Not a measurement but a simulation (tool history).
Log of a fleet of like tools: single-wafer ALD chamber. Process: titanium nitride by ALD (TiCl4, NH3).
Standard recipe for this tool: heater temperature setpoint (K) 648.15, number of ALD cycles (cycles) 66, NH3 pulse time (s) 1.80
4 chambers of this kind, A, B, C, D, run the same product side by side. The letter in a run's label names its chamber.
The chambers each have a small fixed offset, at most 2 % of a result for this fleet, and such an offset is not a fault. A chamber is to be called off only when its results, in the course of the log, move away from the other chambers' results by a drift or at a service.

run   hour  heater temperature setpoint (K)  number of ALD cycles (cycles)  NH3 pulse time (s)  read-back reference wafer on the same gauge, thickness_nm  mean film thickness on the monitor wafer (angstrom)
 1A    6.3                           648.15                             66                1.80                                                     1.5498                                               14.289
 2B   13.1                           648.15                             66                1.80                                                     1.5494                                               13.843
 3D   20.0                           648.15                             66                1.80                                                     1.5513                                               14.229
 4C   27.1                           648.15                             66                1.80                                                     1.5502                                               13.996
 5D   34.9                           648.15                             66                1.80                                                     1.5499                                               14.128
 6A   43.4                           648.15                             66                1.80                                                     1.5509                                               14.234
 7C   53.2                           648.15                             66                1.80                                                     1.5500                                               14.144
 8B   62.3                           648.15                             66                1.80                                                     1.5494                                               13.839
 9C   70.3                           648.15                             66                1.80                                                     1.5491                                               14.107
10A   74.8                           648.15                             66                1.80                                                     1.5509                                               14.311
11D   83.1                           648.15                             66                1.80                                                     1.5509                                               14.239
12B   87.9                           648.15                             71                1.41                                                     1.5493                                               14.644
13C   93.0                           648.15                             71                1.41                                                     1.5495                                               14.850
14A  101.0                           648.15                             71                1.41                                                     1.5496                                               15.186
15B  106.8                           648.15                             71                1.41                                                     1.5507                                               14.671
16D  115.4                           641.15                             66                1.80                                                     1.5517                                               14.071
17C  122.0                           641.15                             66                1.80                                                     1.5495                                               13.883
18D  127.9                           641.15                             66                1.80                                                     1.5507                                               14.042
19A  132.2                           641.15                             66                1.80                                                     1.5492                                               13.993
20B  141.4                           648.15                             66                1.80                                                     1.5493                                               13.804
21A  151.1                           648.15                             66                1.80                                                     1.5497                                               14.277
22B  159.9                           656.15                             55                1.80                                                     1.5499                                               11.721
23C  165.4                           656.15                             55                1.80                                                     1.5503                                               11.863
24D  175.0                           656.15                             55                1.80                                                     1.5500                                               11.896
25A  183.6                           656.15                             55                1.80                                                     1.5487                                               11.977
26D  188.2                           648.15                             66                1.80                                                     1.5503                                               14.197
27C  197.9                           648.15                             66                1.80                                                     1.5482                                               14.236
28B  205.4                           648.15                             66                1.80                                                     1.5504                                               13.912
29A  213.9                           648.15                             66                1.80                                                     1.5490                                               14.132
30D  223.1                           648.15                             66                1.80                                                     1.5503                                               14.258
31C  228.1                           648.15                             66                1.80                                                     1.5502                                               14.081
32B  237.4                           648.15                             66                1.80                                                     1.5493                                               13.942
33D  242.1                           648.15                             66                1.80                                                     1.5505                                               14.134
34C  249.2                           648.15                             66                1.80                                                     1.5499                                               14.048
35A  257.3                           636.15                             66                1.80                                                     1.5507                                               13.954
36B  263.7                           636.15                             66                1.80                                                     1.5500                                               13.528
37D  269.3                           636.15                             66                1.80                                                     1.5501                                               13.718
38B  276.0                           636.15                             66                1.80                                                     1.5496                                               13.645
39A  280.4                           648.15                             66                1.80                                                     1.5496                                               14.185
40C  285.1                           648.15                             66                1.80                                                     1.5499                                               14.082
41B  291.4                           648.15                             66                1.80                                                     1.5501                                               13.820

Predict what each chamber gives when all 4 of them run the settings below next.
42A  298.4                           648.15                             55                1.80                                                                                                               ?
42B  298.4                           648.15                             55                1.80                                                                                                               ?
42C  298.4                           648.15                             55                1.80                                                                                                               ?
42D  298.4                           648.15                             55                1.80                                                                                                               ?

run  mean film thickness on the monitor wafer (angstrom)
42A                                               11.854
42B                                               11.491
42C                                               11.733
42D                                               11.746

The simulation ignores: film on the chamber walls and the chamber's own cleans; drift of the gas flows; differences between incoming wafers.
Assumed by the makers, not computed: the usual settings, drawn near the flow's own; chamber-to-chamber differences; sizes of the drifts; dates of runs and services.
